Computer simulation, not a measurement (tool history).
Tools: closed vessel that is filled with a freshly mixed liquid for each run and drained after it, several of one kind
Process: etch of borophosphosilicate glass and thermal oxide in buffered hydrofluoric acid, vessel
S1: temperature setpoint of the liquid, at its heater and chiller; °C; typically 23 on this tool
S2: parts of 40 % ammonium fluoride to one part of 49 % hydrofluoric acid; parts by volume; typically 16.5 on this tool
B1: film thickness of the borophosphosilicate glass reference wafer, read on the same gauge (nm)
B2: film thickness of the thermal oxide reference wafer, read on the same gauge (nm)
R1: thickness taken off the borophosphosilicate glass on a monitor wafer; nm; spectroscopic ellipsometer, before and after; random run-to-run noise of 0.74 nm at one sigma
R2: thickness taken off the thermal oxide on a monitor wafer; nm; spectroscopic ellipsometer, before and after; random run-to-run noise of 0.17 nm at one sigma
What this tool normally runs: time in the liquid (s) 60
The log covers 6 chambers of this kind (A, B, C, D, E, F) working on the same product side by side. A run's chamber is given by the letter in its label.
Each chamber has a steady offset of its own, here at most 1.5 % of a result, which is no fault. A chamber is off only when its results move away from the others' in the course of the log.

run 1A hour=7.6 | S1=23 S2=16.5 time_in_the_liquid_(s)=60 | B1=130.01 B2=49.999 | R1=120.7 R2=39.562
run 2D hour=20.8 | S1=23 S2=16.5 time_in_the_liquid_(s)=60 | B1=130.01 B2=50.03 | R1=119.05 R2=39.689
run 3E hour=33.4 | S1=23 S2=16.5 time_in_the_liquid_(s)=60 | B1=130 B2=50.032 | R1=121.08 R2=39.395
run 4F hour=42.4 | S1=23 S2=16.5 time_in_the_liquid_(s)=60 | B1=130.02 B2=49.988 | R1=117.78 R2=39.22
run 5C hour=56.7 | S1=23 S2=16.5 time_in_the_liquid_(s)=60 | B1=130.02 B2=50.021 | R1=119.31 R2=39.45
run 6B hour=64.4 | S1=23 S2=16.5 time_in_the_liquid_(s)=60 | B1=130.03 B2=50.005 | R1=119.68 R2=40.081
run 7C hour=75.9 | S1=23 S2=16.5 time_in_the_liquid_(s)=60 | B1=130 B2=50.012 | R1=119.81 R2=39.505
-- hour=84.9 chamber F: hydrofluoric acid flow meter replaced
run 8B hour=88.6 | S1=23 S2=16.5 time_in_the_liquid_(s)=60 | B1=130.02 B2=50.005 | R1=119.57 R2=39.821
run 9D hour=102.7 | S1=23 S2=16.5 time_in_the_liquid_(s)=60 | B1=130 B2=49.984 | R1=118.11 R2=39.677
run 10F hour=118.7 | S1=23 S2=16.5 time_in_the_liquid_(s)=60 | B1=129.99 B2=49.995 | R1=119.26 R2=39.507
run 11A hour=127.6 | S1=23 S2=16.5 time_in_the_liquid_(s)=60 | B1=129.97 B2=49.977 | R1=119.63 R2=39.641
run 12E hour=140.5 | S1=18.5 S2=16.5 time_in_the_liquid_(s)=60 | B1=130.01 B2=50.01 | R1=93.468 R2=30.972
run 13F hour=151.5 | S1=18.5 S2=16.5 time_in_the_liquid_(s)=60 | B1=130 B2=49.985 | R1=92.101 R2=30.755
run 14B hour=159.4 | S1=18.5 S2=16.5 time_in_the_liquid_(s)=60 | B1=130 B2=49.992 | R1=93.175 R2=31.068
run 15E hour=173.3 | S1=18.5 S2=16.5 time_in_the_liquid_(s)=60 | B1=130.01 B2=49.971 | R1=93.895 R2=31.017
-- hour=177.2 chamber C: hydrofluoric acid flow meter replaced
run 16C hour=189.2 | S1=18.5 S2=16.5 time_in_the_liquid_(s)=60 | B1=129.98 B2=49.984 | R1=93.184 R2=30.649
run 17A hour=201.6 | S1=18.5 S2=16.5 time_in_the_liquid_(s)=60 | B1=130.01 B2=49.959 | R1=94.216 R2=30.678
run 18D hour=214.6 | S1=23 S2=16.5 time_in_the_liquid_(s)=60 | B1=129.99 B2=50.005 | R1=117.74 R2=39.331
run 19F hour=229.8 | S1=23 S2=16.5 time_in_the_liquid_(s)=60 | B1=130.02 B2=49.999 | R1=119.61 R2=39.482
run 20D hour=238.5 | S1=23 S2=16.5 time_in_the_liquid_(s)=60 | B1=130.01 B2=50.01 | R1=119.35 R2=39.983
run 21B hour=253.1 | S1=24.5 S2=19 time_in_the_liquid_(s)=60 | B1=130 B2=50.016 | R1=115.91 R2=37.866
run 22C hour=267.1 | S1=24.5 S2=19 time_in_the_liquid_(s)=60 | B1=130 B2=50.019 | R1=111.99 R2=37.542
run 23E hour=278.9 | S1=24.5 S2=19 time_in_the_liquid_(s)=60 | B1=130 B2=50.025 | R1=113.16 R2=37.65
-- hour=290.2 chamber A: hydrofluoric acid flow meter replaced
run 24A hour=294.7 | S1=24.5 S2=19 time_in_the_liquid_(s)=60 | B1=130 B2=50.015 | R1=113.92 R2=37.168
-- hour=302.2 chamber E: thermometer replaced
run 25C hour=307 | S1=24.5 S2=19 time_in_the_liquid_(s)=60 | B1=129.99 B2=49.974 | R1=111 R2=37.38
run 26B hour=314.5 | S1=24.5 S2=19 time_in_the_liquid_(s)=60 | B1=130.03 B2=49.998 | R1=113.22 R2=37.827
run 27F hour=323.7 | S1=23 S2=16.5 time_in_the_liquid_(s)=60 | B1=130.01 B2=49.987 | R1=118.53 R2=39.654
run 28A hour=331.1 | S1=19 S2=16.5 time_in_the_liquid_(s)=45 | B1=130 B2=50.018 | R1=72.384 R2=24.018
run 29E hour=341.8 | S1=19 S2=16.5 time_in_the_liquid_(s)=45 | B1=130 B2=50.007 | R1=72.898 R2=24.008
-- hour=351.3 chamber F: thermometer replaced
run 30D hour=353.3 | S1=19 S2=16.5 time_in_the_liquid_(s)=45 | B1=130.01 B2=50.008 | R1=71.601 R2=23.637
run 31B hour=369.4 | S1=19 S2=16.5 time_in_the_liquid_(s)=45 | B1=130 B2=49.998 | R1=71.666 R2=23.785
run 32D hour=381.3 | S1=19 S2=16.5 time_in_the_liquid_(s)=45 | B1=130.02 B2=49.966 | R1=71.205 R2=23.834
run 33C hour=389.5 | S1=19 S2=16.5 time_in_the_liquid_(s)=45 | B1=129.99 B2=50.001 | R1=71.413 R2=23.787
run 34A hour=405.3 | S1=23 S2=16.5 time_in_the_liquid_(s)=60 | B1=130.02 B2=50.024 | R1=120.95 R2=40.049
run 35F hour=417.8 | S1=23 S2=16.5 time_in_the_liquid_(s)=60 | B1=130.01 B2=49.991 | R1=118.55 R2=39.515
run 36E hour=430.3 | S1=26.5 S2=16.5 time_in_the_liquid_(s)=70 | B1=130 B2=49.971 | R1=169.2 R2=55.598
run 37E hour=439.9 | S1=26.5 S2=16.5 time_in_the_liquid_(s)=70 | B1=130.02 B2=49.982 | R1=168.25 R2=56.155
run 38D hour=453.1 | S1=26.5 S2=16.5 time_in_the_liquid_(s)=70 | B1=130.01 B2=50.046 | R1=166.6 R2=55.84

Is one chamber off against the others, does the gauge drift, or is nothing wrong? If a chamber is off, say which, and what the likeliest cause is.

No chamber is off and the gauge is stable; the differences are just each chamber's small, constant offset.
